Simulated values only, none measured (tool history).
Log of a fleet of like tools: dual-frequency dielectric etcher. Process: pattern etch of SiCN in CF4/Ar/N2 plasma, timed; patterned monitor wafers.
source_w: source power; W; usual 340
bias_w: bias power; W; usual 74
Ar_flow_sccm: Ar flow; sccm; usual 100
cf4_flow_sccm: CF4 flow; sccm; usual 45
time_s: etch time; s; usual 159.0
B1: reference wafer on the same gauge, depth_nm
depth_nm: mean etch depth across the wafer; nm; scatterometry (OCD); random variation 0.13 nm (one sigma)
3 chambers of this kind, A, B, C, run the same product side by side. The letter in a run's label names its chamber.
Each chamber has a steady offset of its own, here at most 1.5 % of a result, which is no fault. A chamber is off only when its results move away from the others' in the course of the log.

Run 1B, hour 13.0: usual settings; B1 95.008. Result: depth_nm 101.460 nm.
Run 2A, hour 22.0: usual settings; B1 94.960. Result: depth_nm 99.994 nm.
Run 3C, hour 36.0: usual settings; B1 94.990. Result: depth_nm 101.840 nm.
Run 4A, hour 49.5: usual settings; B1 94.963. Result: depth_nm 100.200 nm.
Run 5C, hour 59.8: usual settings; B1 94.912. Result: depth_nm 101.870 nm.
Run 6B, hour 71.0: usual settings but bias_w 57 W, cf4_flow_sccm 53 sccm; B1 94.941. Result: depth_nm 94.400 nm.
At hour 73.8: chamber B: wet clean of the chamber.
Run 7B, hour 84.0: usual settings but bias_w 57 W, cf4_flow_sccm 53 sccm; B1 94.910. Result: depth_nm 94.638 nm.
Run 8C, hour 99.4: usual settings but bias_w 57 W, cf4_flow_sccm 53 sccm; B1 94.943. Result: depth_nm 95.289 nm.
Run 9A, hour 113.6: usual settings; B1 94.911. Result: depth_nm 99.774 nm.
Run 10B, hour 129.3: usual settings but time_s 144.5 s; B1 94.866. Result: depth_nm 92.074 nm.
Run 11A, hour 136.5: usual settings but time_s 144.5 s; B1 94.879. Result: depth_nm 90.628 nm.
Run 12C, hour 145.4: usual settings but time_s 144.5 s; B1 94.853. Result: depth_nm 92.442 nm.
Run 13C, hour 152.6: usual settings; B1 94.857. Result: depth_nm 101.850 nm.
Run 14A, hour 165.9: usual settings; B1 94.823. Result: depth_nm 99.873 nm.
Run 15B, hour 178.8: usual settings; B1 94.837. Result: depth_nm 101.380 nm.
Run 16C, hour 188.3: usual settings; B1 94.830. Result: depth_nm 101.630 nm.
Run 17A, hour 199.3: usual settings; B1 94.793. Result: depth_nm 99.559 nm.
At hour 203.5: chamber B: bias power generator calibrated.
Run 18B, hour 211.1: usual settings; B1 94.825. Result: depth_nm 101.220 nm.
Run 19B, hour 225.9: usual settings; B1 94.791. Result: depth_nm 101.220 nm.
Run 20C, hour 238.7: usual settings; B1 94.786. Result: depth_nm 101.880 nm.
Run 21A, hour 250.1: usual settings; B1 94.772. Result: depth_nm 99.919 nm.
Run 22A, hour 259.1: usual settings; B1 94.748. Result: depth_nm 99.609 nm.
Run 23C, hour 268.0: usual settings; B1 94.790. Result: depth_nm 101.680 nm.
Run 24B, hour 281.1: usual settings; B1 94.753. Result: depth_nm 101.200 nm.
Run 25B, hour 293.4: usual settings; B1 94.706. Result: depth_nm 101.210 nm.
Run 26C, hour 301.9: usual settings; B1 94.731. Result: depth_nm 101.560 nm.
Run 27A, hour 309.9: usual settings; B1 94.710. Result: depth_nm 99.731 nm.
Run 28C, hour 318.9: usual settings but source_w 410 W; B1 94.678. Result: depth_nm 119.910 nm.
Run 29A, hour 326.2: usual settings but source_w 410 W; B1 94.703. Result: depth_nm 116.860 nm.
Run 30B, hour 334.2: usual settings but source_w 410 W; B1 94.704. Result: depth_nm 119.310 nm.
Run 31A, hour 341.2: usual settings; B1 94.684. Result: depth_nm 99.608 nm.
Run 32B, hour 354.5: usual settings; B1 94.654. Result: depth_nm 100.900 nm.
Run 33C, hour 365.8: usual settings; B1 94.686. Result: depth_nm 101.560 nm.
At hour 371.4: chamber A: wet clean of the chamber.
Run 34C, hour 377.6: usual settings but bias_w 83 W, time_s 177.0 s; B1 94.649. Result: depth_nm 118.170 nm.
Run 35B, hour 385.8: usual settings but bias_w 83 W, time_s 177.0 s; B1 94.630. Result: depth_nm 117.390 nm.
Run 36A, hour 397.4: usual settings but bias_w 83 W, time_s 177.0 s; B1 94.647. Result: depth_nm 115.710 nm.
Run 37B, hour 408.6: usual settings; B1 94.592. Result: depth_nm 101.120 nm.
Run 38A, hour 421.3: usual settings; B1 94.586. Result: depth_nm 99.372 nm.
Run 39C, hour 433.1: usual settings; B1 94.593. Result: depth_nm 101.420 nm.
At hour 434.8: chamber C: wet clean of the chamber.
Run 40A, hour 447.7: usual settings; B1 94.580. Result: depth_nm 99.550 nm.
Run 41C, hour 461.9: usual settings; B1 94.582. Result: depth_nm 101.680 nm.
Run 42B, hour 473.3: usual settings; B1 94.592. Result: depth_nm 100.930 nm.
Run 43A, hour 483.6: usual settings but cf4_flow_sccm 54 sccm; B1 94.511. Result: depth_nm 102.530 nm.
Run 44C, hour 497.7: usual settings but cf4_flow_sccm 54 sccm; B1 94.570. Result: depth_nm 104.180 nm.

Is one chamber off against the others, does the gauge drift, or is nothing wrong? If a chamber is off, say which, and what the likeliest cause is.

The gauge drifts, so all chambers seem to drift together. No chamber is off.
Cause: gauge reads low (%) = 0.506.
